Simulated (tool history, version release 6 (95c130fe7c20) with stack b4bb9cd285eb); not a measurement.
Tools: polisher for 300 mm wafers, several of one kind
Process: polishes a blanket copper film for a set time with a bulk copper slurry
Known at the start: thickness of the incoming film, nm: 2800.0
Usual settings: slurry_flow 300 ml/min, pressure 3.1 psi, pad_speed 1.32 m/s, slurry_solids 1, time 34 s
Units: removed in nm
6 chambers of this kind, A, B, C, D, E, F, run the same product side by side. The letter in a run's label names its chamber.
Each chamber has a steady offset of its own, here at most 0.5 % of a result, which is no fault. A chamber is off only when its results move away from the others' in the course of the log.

run,day,slurry_flow,pressure,pad_speed,slurry_solids,time,removed
# day 0.062: chamber C: worn pad replaced by a new one
1B,0.125,300,3.1,1.32,1,34,552.2
2F,0.292,300,3.1,1.32,1,34,546.39
# day 0.296: chamber A: slurry blender recalibrated
3E,0.462,300,3.1,1.32,1,34,533.35
4D,0.617,300,3.1,1.32,1,34,542.39
# day 0.7: chamber E: worn pad replaced by a new one
5C,0.842,300,3.1,1.32,1,34,545.16
6A,1.029,300,3.1,1.32,1,34,530.33
7C,1.254,300,3.1,1.32,1,34,553.34
8F,1.429,300,3.1,1.32,1,34,542.02
9D,1.592,300,3.1,1.32,1,34,537.81
# day 1.608: chamber D: worn pad replaced by a new one
10A,1.783,300,3.1,1.32,1,34,537.3
# day 1.883: chamber F: slurry nozzle cleaned
11B,2.021,300,3.1,1.32,1,34,556.72
# day 2.058: chamber F: worn pad replaced by a new one
12E,2.212,300,3.1,1.32,1,34,532.15
# day 2.229: chamber C: worn pad replaced by a new one
13F,2.362,300,3.1,1.32,1,34,557.54
14E,2.479,300,3.1,1.32,1,34,550.32
15C,2.638,300,3.1,1.32,1,34,545.43
16B,2.762,300,3.1,1.32,1,34,541.35
# day 2.812: chamber B: slurry blender recalibrated
# day 2.812: chamber E: slurry nozzle cleaned
# day 2.958: chamber A: worn pad replaced by a new one
17A,2.988,300,3.1,1.32,1,34,546
# day 3.171: chamber C: slurry blender recalibrated
18D,3.217,300,3.1,1.32,1,34,531.72
# day 3.258: chamber B: worn pad replaced by a new one
19B,3.338,300,3.1,1.32,1,34,542.52
20E,3.529,300,3.1,1.32,1,34,543.95
# day 3.675: chamber E: slurry blender recalibrated
21F,3.75,300,3.1,1.32,1,34,532.31
22D,3.862,300,3.1,1.32,1,34,543.08
# day 3.879: chamber D: slurry blender recalibrated
# day 3.962: chamber E: worn pad replaced by a new one
23A,3.988,300,3.1,1.32,1,34,543.42
# day 4.067: chamber C: worn pad replaced by a new one
# day 4.188: chamber F: worn pad replaced by a new one
24C,4.229,300,3.1,1.32,1,34,545.17
25C,4.417,300,3.1,0.94,0.85,34,369.55
26A,4.654,300,3.1,0.94,0.85,34,375.02
27D,4.9,300,3.1,0.94,0.85,34,371.84
28F,5.142,300,3.1,0.94,0.85,34,369.11
# day 5.162: chamber A: slurry nozzle cleaned
29B,5.258,300,3.1,0.94,0.85,34,374.76
# day 5.371: chamber D: worn pad replaced by a new one
30E,5.408,300,3.1,0.94,0.85,34,368.49
31C,5.617,300,3.1,1.32,1,34,544.92
32F,5.729,300,3.1,1.32,1,34,533.03
33A,5.85,300,3.1,1.32,1,34,546.51
34E,5.992,300,3.1,1.32,1,34,548.57
35B,6.138,300,2.6,1.68,1,34,587.02
# day 6.162: chamber C: worn pad replaced by a new one
36D,6.317,300,2.6,1.68,1,34,573.18
37F,6.442,300,2.6,1.68,1,34,583.68
# day 6.533: chamber B: slurry blender recalibrated
38B,6.546,300,2.6,1.68,1,34,573.79
39C,6.65,300,2.6,1.68,1,34,565.41
40D,6.85,300,2.6,1.68,1,34,573.57

Next, every chamber runs the same settings. What will each give?
41A,7.021,300,3.1,1.32,1,34,?
41B,7.021,300,3.1,1.32,1,34,?
41C,7.021,300,3.1,1.32,1,34,?
41D,7.021,300,3.1,1.32,1,34,?
41E,7.021,300,3.1,1.32,1,34,?
41F,7.021,300,3.1,1.32,1,34,?

run,removed
41A,549.46
41B,548.3
41C,546.66
41D,531.06
41E,549.77
41F,552.79
